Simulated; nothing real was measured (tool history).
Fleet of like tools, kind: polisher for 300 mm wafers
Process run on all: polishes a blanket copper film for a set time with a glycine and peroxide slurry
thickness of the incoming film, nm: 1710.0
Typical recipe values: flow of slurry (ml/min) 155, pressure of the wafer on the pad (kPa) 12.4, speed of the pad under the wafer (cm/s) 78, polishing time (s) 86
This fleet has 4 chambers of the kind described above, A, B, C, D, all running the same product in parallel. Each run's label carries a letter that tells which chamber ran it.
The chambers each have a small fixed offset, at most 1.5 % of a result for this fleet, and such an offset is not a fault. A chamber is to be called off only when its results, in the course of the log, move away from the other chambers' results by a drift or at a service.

| run | hour | flow of slurry (ml/min) | pressure of the wafer on the pad (kPa) | speed of the pad under the wafer (cm/s) | polishing time (s) | wafers polished on this pad | hours since the slurry nozzle was cleaned | hours since the head pressure was calibrated | film removed (angstrom) |
|---|---|---|---|---|---|---|---|---|---|
| 1D | 14.1 | 155 | 12.4 | 78 | 86 | 972 | 869.0 | 174.9 | 2552.0 |
|  | 20.2 | chamber D: worn pad replaced by a new one |
| 2C | 24.9 | 155 | 12.4 | 78 | 86 | 852 | 107.4 | 943.1 | 2579.2 |
| 3A | 33.0 | 155 | 12.4 | 78 | 86 | 872 | 103.7 | 513.5 | 2476.2 |
| 4B | 42.6 | 155 | 12.4 | 78 | 86 | 607 | 800.9 | 1137.1 | 2480.8 |
|  | 43.6 | chamber D: slurry nozzle cleaned |
|  | 47.9 | chamber A: worn pad replaced by a new one |
|  | 50.0 | chamber C: worn pad replaced by a new one |
| 5B | 51.8 | 155 | 12.4 | 78 | 86 | 708 | 810.1 | 1146.3 | 2507.4 |
|  | 55.9 | chamber C: head pressure recalibrated |
| 6D | 67.5 | 185 | 12.4 | 78 | 86 | 518 | 23.9 | 228.3 | 2602.1 |
| 7C | 78.8 | 185 | 12.4 | 78 | 86 | 315 | 161.3 | 22.9 | 2618.7 |
| 8A | 90.7 | 185 | 12.4 | 78 | 86 | 469 | 161.4 | 571.2 | 2630.8 |
| 9C | 107.1 | 185 | 12.4 | 78 | 86 | 625 | 189.6 | 51.2 | 2610.9 |
| 10B | 115.9 | 155 | 12.4 | 78 | 86 | 1410 | 874.2 | 1210.4 | 2514.4 |
| 11D | 125.5 | 155 | 12.4 | 78 | 86 | 1154 | 81.9 | 286.3 | 2471.0 |
|  | 126.2 | chamber B: worn pad replaced by a new one |
|  | 131.9 | chamber D: worn pad replaced by a new one |
| 12A | 134.1 | 155 | 12.4 | 78 | 86 | 945 | 204.8 | 614.6 | 2493.3 |
| 13D | 142.7 | 155 | 12.4 | 78 | 86 | 119 | 99.1 | 303.5 | 2540.0 |
|  | 148.7 | chamber A: worn pad replaced by a new one |
| 14A | 151.3 | 205 | 15.9 | 78 | 86 | 29 | 222.0 | 631.8 | 3116.5 |
|  | 153.1 | chamber C: worn pad replaced by a new one |
|  | 159.1 | chamber B: slurry nozzle cleaned |
| 15B | 163.3 | 205 | 15.9 | 78 | 86 | 407 | 4.3 | 1257.8 | 3160.7 |
| 16C | 176.7 | 205 | 15.9 | 78 | 86 | 259 | 259.2 | 120.8 | 3205.0 |
| 17B | 188.7 | 205 | 15.9 | 78 | 86 | 685 | 29.7 | 1283.2 | 3131.1 |
| 18C | 198.3 | 155 | 12.4 | 78 | 86 | 495 | 280.8 | 142.4 | 2545.4 |
| 19A | 212.8 | 155 | 12.4 | 78 | 86 | 703 | 283.5 | 693.3 | 2494.2 |
| 20D | 220.1 | 155 | 12.4 | 50 | 86 | 967 | 176.5 | 380.9 | 1882.1 |
| 21D | 231.4 | 155 | 12.4 | 50 | 86 | 1091 | 187.8 | 392.2 | 1899.9 |
|  | 233.3 | chamber B: worn pad replaced by a new one |
|  | 237.8 | chamber D: worn pad replaced by a new one |
| 22B | 240.9 | 155 | 12.4 | 50 | 86 | 83 | 81.9 | 1335.4 | 1865.9 |
| 23A | 248.1 | 155 | 12.4 | 50 | 86 | 1090 | 318.8 | 728.6 | 1887.3 |
|  | 258.4 | chamber A: slurry nozzle cleaned |
| 24C | 260.6 | 155 | 12.4 | 78 | 86 | 1178 | 343.1 | 204.7 | 2524.2 |
|  | 263.2 | chamber A: worn pad replaced by a new one |
|  | 268.0 | chamber C: worn pad replaced by a new one |
| 25C | 275.8 | 155 | 12.4 | 78 | 86 | 86 | 358.3 | 219.9 | 2543.4 |
| 26A | 286.4 | 155 | 12.4 | 78 | 86 | 255 | 28.1 | 766.9 | 2479.1 |
| 27D | 298.6 | 155 | 12.4 | 78 | 86 | 666 | 255.0 | 459.4 | 2506.2 |
| 28B | 310.0 | 155 | 10.3 | 78 | 86 | 840 | 151.0 | 1404.5 | 2232.1 |
|  | 310.5 | chamber B: head pressure recalibrated |
| 29C | 319.9 | 155 | 10.3 | 78 | 86 | 569 | 402.4 | 264.0 | 2213.3 |
|  | 323.7 | chamber A: head pressure recalibrated |
| 30D | 334.8 | 155 | 10.3 | 78 | 86 | 1063 | 291.2 | 495.6 | 2196.8 |
|  | 336.7 | chamber D: worn pad replaced by a new one |
| 31B | 342.1 | 155 | 10.3 | 78 | 86 | 1192 | 183.1 | 31.7 | 2210.8 |
| 32A | 354.3 | 155 | 12.4 | 78 | 86 | 999 | 96.0 | 30.6 | 2512.2 |
|  | 365.2 | chamber B: worn pad replaced by a new one |
|  | 365.4 | chamber A: worn pad replaced by a new one |
| 33D | 370.7 | 155 | 12.4 | 78 | 86 | 372 | 327.1 | 531.5 | 2560.6 |
|  | 382.6 | chamber C: worn pad replaced by a new one |
| 34C | 383.9 | 155 | 12.4 | 78 | 86 | 14 | 466.4 | 328.0 | 2457.0 |
| 35B | 396.1 | 155 | 12.4 | 78 | 86 | 338 | 237.1 | 85.7 | 2507.0 |
| 36A | 408.3 | 155 | 12.4 | 78 | 86 | 470 | 150.0 | 84.6 | 2512.2 |
| 37C | 424.0 | 155 | 12.4 | 78 | 86 | 454 | 506.5 | 368.1 | 2503.9 |
| 38D | 440.4 | 155 | 12.4 | 78 | 86 | 1136 | 396.8 | 601.2 | 2498.6 |
|  | 446.8 | chamber D: worn pad replaced by a new one |
| 39A | 449.4 | 155 | 12.4 | 78 | 86 | 920 | 191.1 | 125.7 | 2469.6 |
| 40B | 459.5 | 155 | 12.4 | 78 | 86 | 1033 | 300.5 | 149.1 | 2484.5 |
| 41B | 475.6 | 110 | 9.7 | 78 | 86 | 1210 | 316.6 | 165.2 | 1970.1 |
|  | 481.8 | chamber A: worn pad replaced by a new one |
| 42C | 488.0 | 110 | 9.7 | 78 | 86 | 1155 | 570.5 | 432.1 | 1845.9 |
| 43A | 499.7 | 110 | 9.7 | 78 | 86 | 196 | 241.4 | 176.0 | 1914.3 |
| 44D | 509.7 | 110 | 9.7 | 78 | 86 | 689 | 466.1 | 670.5 | 2031.1 |

Each of the 4 chambers runs these same settings next. Fill in every chamber's results:
| 45A | 521.6 | 195 | 12.4 | 78 | 86 |  |  |  | ? |
| 45B | 521.6 | 195 | 12.4 | 78 | 86 |  |  |  | ? |
| 45C | 521.6 | 195 | 12.4 | 78 | 86 |  |  |  | ? |
| 45D | 521.6 | 195 | 12.4 | 78 | 86 |  |  |  | ? |

| run | film removed (angstrom) |
|---|---|
| 45A | 2593.7 |
| 45B | 2613.1 |
| 45C | 2447.5 |
| 45D | 2657.2 |
